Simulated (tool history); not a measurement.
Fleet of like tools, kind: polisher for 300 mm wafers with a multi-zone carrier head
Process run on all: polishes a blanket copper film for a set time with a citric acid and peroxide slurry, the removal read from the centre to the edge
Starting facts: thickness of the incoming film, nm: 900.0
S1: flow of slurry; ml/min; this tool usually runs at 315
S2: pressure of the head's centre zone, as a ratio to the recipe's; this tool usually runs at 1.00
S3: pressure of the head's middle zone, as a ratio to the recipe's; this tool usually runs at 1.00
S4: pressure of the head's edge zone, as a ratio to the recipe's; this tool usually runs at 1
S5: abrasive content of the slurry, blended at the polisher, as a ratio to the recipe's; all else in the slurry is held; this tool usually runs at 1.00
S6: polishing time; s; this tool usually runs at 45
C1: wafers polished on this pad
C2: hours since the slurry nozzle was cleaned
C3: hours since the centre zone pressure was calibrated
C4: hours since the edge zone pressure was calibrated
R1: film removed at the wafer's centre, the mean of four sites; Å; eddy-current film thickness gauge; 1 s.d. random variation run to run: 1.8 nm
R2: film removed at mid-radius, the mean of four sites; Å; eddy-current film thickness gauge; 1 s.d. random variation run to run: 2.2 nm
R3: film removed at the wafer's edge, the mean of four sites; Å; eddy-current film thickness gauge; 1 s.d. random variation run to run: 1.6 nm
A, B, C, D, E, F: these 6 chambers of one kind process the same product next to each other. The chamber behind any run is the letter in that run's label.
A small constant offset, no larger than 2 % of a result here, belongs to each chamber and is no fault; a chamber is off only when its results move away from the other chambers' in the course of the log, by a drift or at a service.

-- hour=1.6 chamber E: slurry nozzle cleaned
run 1F hour=3.6 | S1=315 S2=1.00 S3=1.00 S4=1 S5=1.00 S6=45 | C1=314 C2=239.8 C3=1103.1 C4=1212.9 | R1=1675.2 R2=1615.0 R3=1662.5
run 2D hour=10.5 | S1=315 S2=1.00 S3=1.00 S4=1 S5=1.00 S6=45 | C1=156 C2=43.0 C3=32.8 C4=1377.8 | R1=1625.8 R2=1650.7 R3=1644.8
run 3A hour=15.3 | S1=315 S2=1.00 S3=1.00 S4=1 S5=1.00 S6=45 | C1=434 C2=242.2 C3=913.1 C4=243.2 | R1=1614.2 R2=1639.9 R3=1624.8
run 4C hour=20.8 | S1=315 S2=1.00 S3=1.00 S4=1 S5=1.00 S6=45 | C1=190 C2=84.9 C3=1456.9 C4=1094.0 | R1=1645.3 R2=1693.8 R3=1639.6
run 5E hour=27.5 | S1=315 S2=1.00 S3=1.00 S4=1 S5=1.00 S6=45 | C1=591 C2=25.9 C3=258.7 C4=937.2 | R1=1611.9 R2=1664.4 R3=1613.9
run 6B hour=33.8 | S1=315 S2=1.00 S3=1.00 S4=1 S5=1.00 S6=45 | C1=1095 C2=90.3 C3=790.2 C4=652.8 | R1=1638.4 R2=1690.5 R3=1632.2
-- hour=36.4 chamber F: worn pad replaced by a new one
-- hour=36.4 chamber D: edge zone pressure recalibrated
run 7C hour=40.6 | S1=315 S2=1.00 S3=1.00 S4=1 S5=1.00 S6=45 | C1=341 C2=104.7 C3=1476.7 C4=1113.8 | R1=1650.9 R2=1610.7 R3=1622.2
run 8E hour=45.4 | S1=315 S2=1.00 S3=1.00 S4=1 S5=1.00 S6=45 | C1=728 C2=43.8 C3=276.6 C4=955.1 | R1=1599.3 R2=1610.5 R3=1656.8
-- hour=46.4 chamber F: slurry nozzle cleaned
-- hour=48.3 chamber C: centre zone pressure recalibrated
run 9A hour=52.1 | S1=245 S2=1.00 S3=1.00 S4=1 S5=1.00 S6=45 | C1=715 C2=279.0 C3=949.9 C4=280.0 | R1=1595.4 R2=1590.5 R3=1597.5
run 10F hour=56.7 | S1=245 S2=1.00 S3=1.00 S4=1 S5=1.00 S6=45 | C1=155 C2=10.4 C3=1156.2 C4=1266.0 | R1=1579.3 R2=1630.6 R3=1642.1
-- hour=57.3 chamber F: centre zone pressure recalibrated
-- hour=60.4 chamber D: worn pad replaced by a new one
run 11D hour=62.2 | S1=245 S2=1.00 S3=1.00 S4=1 S5=1.00 S6=45 | C1=14 C2=94.7 C3=84.5 C4=25.9 | R1=1612.1 R2=1609.4 R3=1625.0
-- hour=66.4 chamber A: worn pad replaced by a new one
-- hour=67.7 chamber B: worn pad replaced by a new one
run 12B hour=69.6 | S1=245 S2=1.00 S3=1.00 S4=1 S5=1.00 S6=45 | C1=15 C2=126.1 C3=826.0 C4=688.6 | R1=1604.8 R2=1625.4 R3=1583.3
run 13E hour=75.9 | S1=245 S2=1.00 S3=1.00 S4=1 S5=1.00 S6=45 | C1=961 C2=74.3 C3=307.1 C4=985.6 | R1=1579.3 R2=1564.8 R3=1617.7
run 14C hour=81.5 | S1=245 S2=1.00 S3=1.00 S4=1 S5=1.00 S6=45 | C1=654 C2=145.6 C3=33.3 C4=1154.7 | R1=1596.1 R2=1574.8 R3=1610.5
-- hour=86.6 chamber B: edge zone pressure recalibrated
run 15B hour=86.8 | S1=315 S2=1.00 S3=1.00 S4=1 S5=1.00 S6=45 | C1=146 C2=143.3 C3=843.2 C4=0.2 | R1=1639.8 R2=1622.8 R3=1616.8
-- hour=88.3 chamber E: centre zone pressure recalibrated
run 16D hour=93.2 | S1=315 S2=1.00 S3=1.00 S4=1 S5=1.00 S6=45 | C1=251 C2=125.7 C3=115.5 C4=56.9 | R1=1641.6 R2=1676.9 R3=1636.2
run 17A hour=101.1 | S1=315 S2=1.00 S3=1.00 S4=1 S5=1.00 S6=45 | C1=265 C2=328.0 C3=998.9 C4=329.0 | R1=1626.1 R2=1641.0 R3=1623.3
run 18F hour=108.9 | S1=315 S2=1.00 S3=1.00 S4=1 S5=1.00 S6=45 | C1=554 C2=62.6 C3=51.6 C4=1318.2 | R1=1621.5 R2=1643.0 R3=1645.5
-- hour=111.1 chamber C: worn pad replaced by a new one
-- hour=112.8 chamber F: worn pad replaced by a new one
run 19A hour=113.3 | S1=315 S2=1.00 S3=1.00 S4=1 S5=1.00 S6=45 | C1=358 C2=340.2 C3=1011.1 C4=341.2 | R1=1635.3 R2=1650.9 R3=1645.5
run 20E hour=120.2 | S1=315 S2=1.00 S3=1.00 S4=1 S5=1.00 S6=45 | C1=1300 C2=118.6 C3=32.0 C4=1029.9 | R1=1572.3 R2=1594.8 R3=1590.1
run 21D hour=125.4 | S1=315 S2=1.00 S3=1.00 S4=1 S5=1.00 S6=45 | C1=497 C2=157.9 C3=147.7 C4=89.1 | R1=1623.2 R2=1663.2 R3=1666.8
-- hour=126.0 chamber A: centre zone pressure recalibrated
run 22F hour=129.5 | S1=315 S2=1.00 S3=1.00 S4=1 S5=1.00 S6=45 | C1=127 C2=83.2 C3=72.2 C4=1338.8 | R1=1669.4 R2=1651.6 R3=1648.7
run 23C hour=135.5 | S1=315 S2=1.00 S3=1.00 S4=1 S5=1.00 S6=45 | C1=186 C2=199.6 C3=87.3 C4=1208.7 | R1=1643.1 R2=1642.1 R3=1603.5
-- hour=136.0 chamber D: worn pad replaced by a new one
-- hour=137.9 chamber F: edge zone pressure recalibrated
run 24B hour=143.0 | S1=315 S2=1.00 S3=1.00 S4=1 S5=1.00 S6=45 | C1=576 C2=199.5 C3=899.4 C4=56.4 | R1=1643.2 R2=1622.3 R3=1638.6
run 25C hour=147.8 | S1=315 S2=1.00 S3=1.00 S4=1 S5=1.25 S6=45 | C1=280 C2=211.9 C3=99.6 C4=1221.0 | R1=1742.9 R2=1745.3 R3=1711.8
run 26E hour=155.2 | S1=315 S2=1.00 S3=1.00 S4=1 S5=1.25 S6=45 | C1=1567 C2=153.6 C3=67.0 C4=1064.9 | R1=1630.0 R2=1662.1 R3=1666.8
-- hour=155.9 chamber E: edge zone pressure recalibrated
-- hour=160.5 chamber A: worn pad replaced by a new one
run 27B hour=161.2 | S1=315 S2=1.00 S3=1.00 S4=1 S5=1.25 S6=45 | C1=715 C2=217.7 C3=917.6 C4=74.6 | R1=1720.2 R2=1736.0 R3=1718.2
run 28D hour=165.7 | S1=315 S2=1.00 S3=1.00 S4=1 S5=1.25 S6=45 | C1=227 C2=198.2 C3=188.0 C4=129.4 | R1=1690.0 R2=1729.3 R3=1718.7
run 29A hour=170.7 | S1=315 S2=1.00 S3=1.00 S4=1 S5=1.25 S6=45 | C1=78 C2=397.6 C3=44.7 C4=398.6 | R1=1713.9 R2=1735.2 R3=1708.4
-- hour=175.1 chamber C: slurry nozzle cleaned
run 30F hour=177.5 | S1=315 S2=1.00 S3=1.00 S4=1 S5=1.25 S6=45 | C1=494 C2=131.2 C3=120.2 C4=39.7 | R1=1722.1 R2=1750.0 R3=1727.6
run 31A hour=185.6 | S1=315 S2=1.00 S3=1.04 S4=1 S5=1.00 S6=51 | C1=191 C2=412.5 C3=59.6 C4=413.5 | R1=1835.7 R2=1964.4 R3=1864.3
-- hour=186.5 chamber E: slurry nozzle cleaned
-- hour=189.7 chamber F: worn pad replaced by a new one
run 32D hour=191.2 | S1=315 S2=1.00 S3=1.04 S4=1 S5=1.00 S6=51 | C1=422 C2=223.7 C3=213.5 C4=154.9 | R1=1834.8 R2=1960.1 R3=1857.2
run 33F hour=198.1 | S1=315 S2=1.00 S3=1.04 S4=1 S5=1.00 S6=51 | C1=64 C2=151.8 C3=140.8 C4=60.3 | R1=1867.5 R2=1961.9 R3=1861.9
run 34B hour=202.1 | S1=315 S2=1.00 S3=1.04 S4=1 S5=1.00 S6=51 | C1=1027 C2=258.6 C3=958.5 C4=115.5 | R1=1880.8 R2=1904.9 R3=1856.3
run 35E hour=208.8 | S1=315 S2=1.00 S3=1.04 S4=1 S5=1.00 S6=51 | C1=1977 C2=22.3 C3=120.6 C4=52.9 | R1=1733.4 R2=1821.1 R3=1754.4
run 36C hour=215.8 | S1=315 S2=1.00 S3=1.04 S4=1 S5=1.00 S6=51 | C1=800 C2=40.7 C3=167.6 C4=1289.0 | R1=1876.4 R2=1913.0 R3=1854.4
-- hour=218.9 chamber D: worn pad replaced by a new one
run 37E hour=220.6 | S1=315 S2=1.00 S3=1.00 S4=1 S5=1.00 S6=45 | C1=2067 C2=34.1 C3=132.4 C4=64.7 | R1=1533.3 R2=1552.8 R3=1570.3
run 38D hour=225.1 | S1=315 S2=1.00 S3=1.00 S4=1 S5=1.00 S6=45 | C1=47 C2=257.6 C3=247.4 C4=188.8 | R1=1660.1 R2=1652.1 R3=1674.3
run 39F hour=228.7 | S1=415 S2=0.96 S3=1.00 S4=1 S5=1.00 S6=45 | C1=298 C2=182.4 C3=171.4 C4=90.9 | R1=1632.4 R2=1684.5 R3=1703.9
-- hour=228.9 chamber C: worn pad replaced by a new one
run 40C hour=234.5 | S1=415 S2=0.96 S3=1.00 S4=1 S5=1.00 S6=45 | C1=43 C2=59.4 C3=186.3 C4=1307.7 | R1=1622.8 R2=1707.0 R3=1637.9

Does one chamber stand apart from the rest, does the shared gauge drift, or is all well apart from small per-chamber offsets? Give the chamber and the most likely cause, where there is one.

Little by little, chamber E moves away from the other chambers.
Cause: removal rate lost through wear of the pad, % = 5.85.

Which of the 4 candidates below, each the usual settings with something changed and its results left as question marks, puts chamber E back in line with what the other chambers give on the usual settings?
Counts as in line when no further than this from what the other chambers average on the usual settings: R1 61.0 Å; R2 76.0 Å; R3 54.0 Å
run 41E-1 hour=240.4 | S1=320 S2=1.02 S3=0.99 S4=1 S5=1.00 S6=51 | R1=? R2=? R3=?
run 41E-2 hour=240.4 | S1=315 S2=1.01 S3=1.00 S4=1 S5=1.00 S6=48 | R1=? R2=? R3=?
run 41E-3 hour=240.4 | S1=310 S2=0.99 S3=1.00 S4=1 S5=1.00 S6=40 | R1=? R2=? R3=?
run 41E-4 hour=240.4 | S1=315 S2=0.99 S3=1.00 S4=1 S5=1.00 S6=42 | R1=? R2=? R3=?

What the other chambers average on the usual settings: R1 1645.4 Å; R2 1649.3 Å; R3 1641.4 Å
run=41E-1 R1=1767.9 R2=1727.6 R3=1731.0
run=41E-2 R1=1643.2 R2=1638.9 R3=1627.1
run=41E-3 R1=1337.0 R2=1363.8 R3=1354.3
run=41E-4 R1=1406.2 R2=1434.2 R3=1423.7
41E-2 puts the chamber back in line with the other chambers.

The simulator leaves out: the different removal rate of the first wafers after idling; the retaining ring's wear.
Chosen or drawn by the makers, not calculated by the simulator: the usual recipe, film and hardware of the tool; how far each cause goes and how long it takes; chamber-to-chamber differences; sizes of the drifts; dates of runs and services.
